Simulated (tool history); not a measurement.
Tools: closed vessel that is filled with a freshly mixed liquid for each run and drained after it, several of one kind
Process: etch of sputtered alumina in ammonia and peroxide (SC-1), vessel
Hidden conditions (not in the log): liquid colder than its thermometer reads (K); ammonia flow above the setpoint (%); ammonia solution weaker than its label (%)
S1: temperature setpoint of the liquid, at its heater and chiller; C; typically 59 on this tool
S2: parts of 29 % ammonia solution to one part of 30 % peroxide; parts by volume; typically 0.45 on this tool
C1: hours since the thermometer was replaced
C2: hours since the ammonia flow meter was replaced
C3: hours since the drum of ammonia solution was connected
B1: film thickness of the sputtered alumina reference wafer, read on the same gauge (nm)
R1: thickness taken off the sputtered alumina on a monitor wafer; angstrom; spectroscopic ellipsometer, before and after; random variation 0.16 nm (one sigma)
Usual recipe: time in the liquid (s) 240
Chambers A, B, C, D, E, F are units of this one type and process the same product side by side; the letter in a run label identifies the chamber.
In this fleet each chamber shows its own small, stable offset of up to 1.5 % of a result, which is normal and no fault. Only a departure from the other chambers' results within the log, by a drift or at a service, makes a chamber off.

{"run": "1C", "hour": 4.5, "S1": 59, "S2": 0.45, "time in the liquid (s)": 240, "C1": 201.8, "C2": 1307.5, "C3": 100.5, "B1": 69.99, "R1": 164.6}
{"run": "2D", "hour": 7.3, "S1": 59, "S2": 0.45, "time in the liquid (s)": 240, "C1": 136.1, "C2": 970.4, "C3": 409.6, "B1": 69.996, "R1": 160.06}
{"run": "3B", "hour": 12.1, "S1": 59, "S2": 0.45, "time in the liquid (s)": 240, "C1": 629.2, "C2": 325.6, "C3": 86.2, "B1": 70.01, "R1": 163.8}
{"run": "4F", "hour": 14.7, "S1": 59, "S2": 0.45, "time in the liquid (s)": 240, "C1": 579.6, "C2": 1312.3, "C3": 954.2, "B1": 70.015, "R1": 161.98}
{"run": "5E", "hour": 18.9, "S1": 59, "S2": 0.45, "time in the liquid (s)": 240, "C1": 929.4, "C2": 1148.1, "C3": 186.9, "B1": 70.013, "R1": 161.78}
{"run": "6A", "hour": 21.7, "S1": 59, "S2": 0.45, "time in the liquid (s)": 130, "C1": 491.8, "C2": 748.9, "C3": 76.9, "B1": 69.994, "R1": 87.554}
{"run": "7C", "hour": 26.3, "S1": 59, "S2": 0.45, "time in the liquid (s)": 130, "C1": 223.6, "C2": 1329.3, "C3": 122.3, "B1": 70.013, "R1": 89.466}
{"run": "8E", "hour": 30.2, "S1": 59, "S2": 0.45, "time in the liquid (s)": 130, "C1": 940.7, "C2": 1159.4, "C3": 198.2, "B1": 70, "R1": 88.089}
{"run": "9B", "hour": 34.8, "S1": 59, "S2": 0.45, "time in the liquid (s)": 130, "C1": 651.9, "C2": 348.3, "C3": 108.9, "B1": 70.002, "R1": 87.355}
{"run": "10A", "hour": 38.1, "S1": 59, "S2": 0.45, "time in the liquid (s)": 130, "C1": 508.2, "C2": 765.3, "C3": 93.3, "B1": 69.986, "R1": 88.25}
{"run": "11F", "hour": 42.5, "S1": 59, "S2": 0.45, "time in the liquid (s)": 130, "C1": 607.4, "C2": 1340.1, "C3": 982, "B1": 70.004, "R1": 86.459}
{"run": "12D", "hour": 45.2, "S1": 59, "S2": 0.45, "time in the liquid (s)": 240, "C1": 174, "C2": 1008.3, "C3": 447.5, "B1": 69.997, "R1": 159.91}
{"run": "13F", "hour": 49.3, "S1": 59, "S2": 0.45, "time in the liquid (s)": 300, "C1": 614.2, "C2": 1346.9, "C3": 988.8, "B1": 70.015, "R1": 202.42}
{"hour": 50.4, "done": "chamber D: ammonia flow meter replaced"}
{"run": "14B", "hour": 53.1, "S1": 59, "S2": 0.45, "time in the liquid (s)": 300, "C1": 670.2, "C2": 366.6, "C3": 127.2, "B1": 70.003, "R1": 204.59}
{"run": "15E", "hour": 55.2, "S1": 59, "S2": 0.45, "time in the liquid (s)": 300, "C1": 965.7, "C2": 1184.4, "C3": 223.2, "B1": 69.972, "R1": 202.27}
{"run": "16A", "hour": 59.3, "S1": 59, "S2": 0.45, "time in the liquid (s)": 300, "C1": 529.4, "C2": 786.5, "C3": 114.5, "B1": 69.994, "R1": 203.27}
{"run": "17C", "hour": 63.1, "S1": 59, "S2": 0.45, "time in the liquid (s)": 300, "C1": 260.4, "C2": 1366.1, "C3": 159.1, "B1": 70.03, "R1": 202.78}
{"run": "18D", "hour": 67.4, "S1": 59, "S2": 0.45, "time in the liquid (s)": 300, "C1": 196.2, "C2": 17, "C3": 469.7, "B1": 70.014, "R1": 201.83}
{"run": "19F", "hour": 71.5, "S1": 59, "S2": 0.45, "time in the liquid (s)": 240, "C1": 636.4, "C2": 1369.1, "C3": 1011, "B1": 70.008, "R1": 160.78}
{"run": "20B", "hour": 75.7, "S1": 59, "S2": 0.45, "time in the liquid (s)": 240, "C1": 692.8, "C2": 389.2, "C3": 149.8, "B1": 69.977, "R1": 164.39}
{"run": "21D", "hour": 78.3, "S1": 59, "S2": 0.45, "time in the liquid (s)": 240, "C1": 207.1, "C2": 27.9, "C3": 480.6, "B1": 70.005, "R1": 159.43}
{"run": "22A", "hour": 83.2, "S1": 59, "S2": 0.45, "time in the liquid (s)": 240, "C1": 553.3, "C2": 810.4, "C3": 138.4, "B1": 69.99, "R1": 161.17}
{"run": "23C", "hour": 85.7, "S1": 59, "S2": 0.45, "time in the liquid (s)": 240, "C1": 283, "C2": 1388.7, "C3": 181.7, "B1": 70.016, "R1": 161.7}
{"run": "24E", "hour": 89.0, "S1": 59, "S2": 0.45, "time in the liquid (s)": 240, "C1": 999.5, "C2": 1218.2, "C3": 257, "B1": 69.998, "R1": 160.36}
{"run": "25C", "hour": 93.5, "S1": 59, "S2": 0.45, "time in the liquid (s)": 240, "C1": 290.8, "C2": 1396.5, "C3": 189.5, "B1": 70.005, "R1": 166.18}
{"run": "26E", "hour": 96.0, "S1": 51, "S2": 0.45, "time in the liquid (s)": 190, "C1": 1006.5, "C2": 1225.2, "C3": 264, "B1": 69.983, "R1": 83.871}
{"run": "27F", "hour": 100.2, "S1": 51, "S2": 0.45, "time in the liquid (s)": 190, "C1": 665.1, "C2": 1397.8, "C3": 1039.7, "B1": 70.019, "R1": 84.024}
{"run": "28A", "hour": 103.9, "S1": 51, "S2": 0.45, "time in the liquid (s)": 190, "C1": 574, "C2": 831.1, "C3": 159.1, "B1": 70.03, "R1": 84.389}
{"hour": 104.7, "done": "chamber F: thermometer replaced"}
{"run": "29D", "hour": 107.8, "S1": 51, "S2": 0.45, "time in the liquid (s)": 190, "C1": 236.6, "C2": 57.4, "C3": 510.1, "B1": 69.993, "R1": 82.637}
{"run": "30B", "hour": 110.9, "S1": 51, "S2": 0.45, "time in the liquid (s)": 190, "C1": 728, "C2": 424.4, "C3": 185, "B1": 70.009, "R1": 83.46}
{"hour": 112.7, "done": "chamber F: ammonia flow meter replaced"}
{"run": "31E", "hour": 115.1, "S1": 51, "S2": 0.45, "time in the liquid (s)": 190, "C1": 1025.6, "C2": 1244.3, "C3": 283.1, "B1": 70.015, "R1": 84.056}
{"run": "32A", "hour": 117.5, "S1": 63.5, "S2": 0.45, "time in the liquid (s)": 160, "C1": 587.6, "C2": 844.7, "C3": 172.7, "B1": 69.985, "R1": 134.16}
{"run": "33D", "hour": 119.8, "S1": 63.5, "S2": 0.45, "time in the liquid (s)": 160, "C1": 248.6, "C2": 69.4, "C3": 522.1, "B1": 69.987, "R1": 134.33}
{"run": "34B", "hour": 122.3, "S1": 63.5, "S2": 0.45, "time in the liquid (s)": 160, "C1": 739.4, "C2": 435.8, "C3": 196.4, "B1": 70.027, "R1": 137.33}
{"run": "35F", "hour": 125.1, "S1": 63.5, "S2": 0.45, "time in the liquid (s)": 160, "C1": 20.4, "C2": 12.5, "C3": 1064.6, "B1": 69.996, "R1": 134}
{"run": "36C", "hour": 128.7, "S1": 63.5, "S2": 0.45, "time in the liquid (s)": 160, "C1": 326, "C2": 1431.7, "C3": 224.7, "B1": 70.001, "R1": 136.1}
{"run": "37E", "hour": 132.5, "S1": 63.5, "S2": 0.45, "time in the liquid (s)": 160, "C1": 1043, "C2": 1261.7, "C3": 300.5, "B1": 70.003, "R1": 133.92}
{"run": "38A", "hour": 136.4, "S1": 59, "S2": 0.45, "time in the liquid (s)": 240, "C1": 606.5, "C2": 863.6, "C3": 191.6, "B1": 70.005, "R1": 162.72}

Read the log: is a single chamber off, either drifting away or since a service, is the gauge that measures every chamber drifting, or is nothing wrong beyond small per-chamber offsets? Name any odd chamber and what most likely caused it.

No chamber is off and the gauge is stable; the differences are just each chamber's small, constant offset.
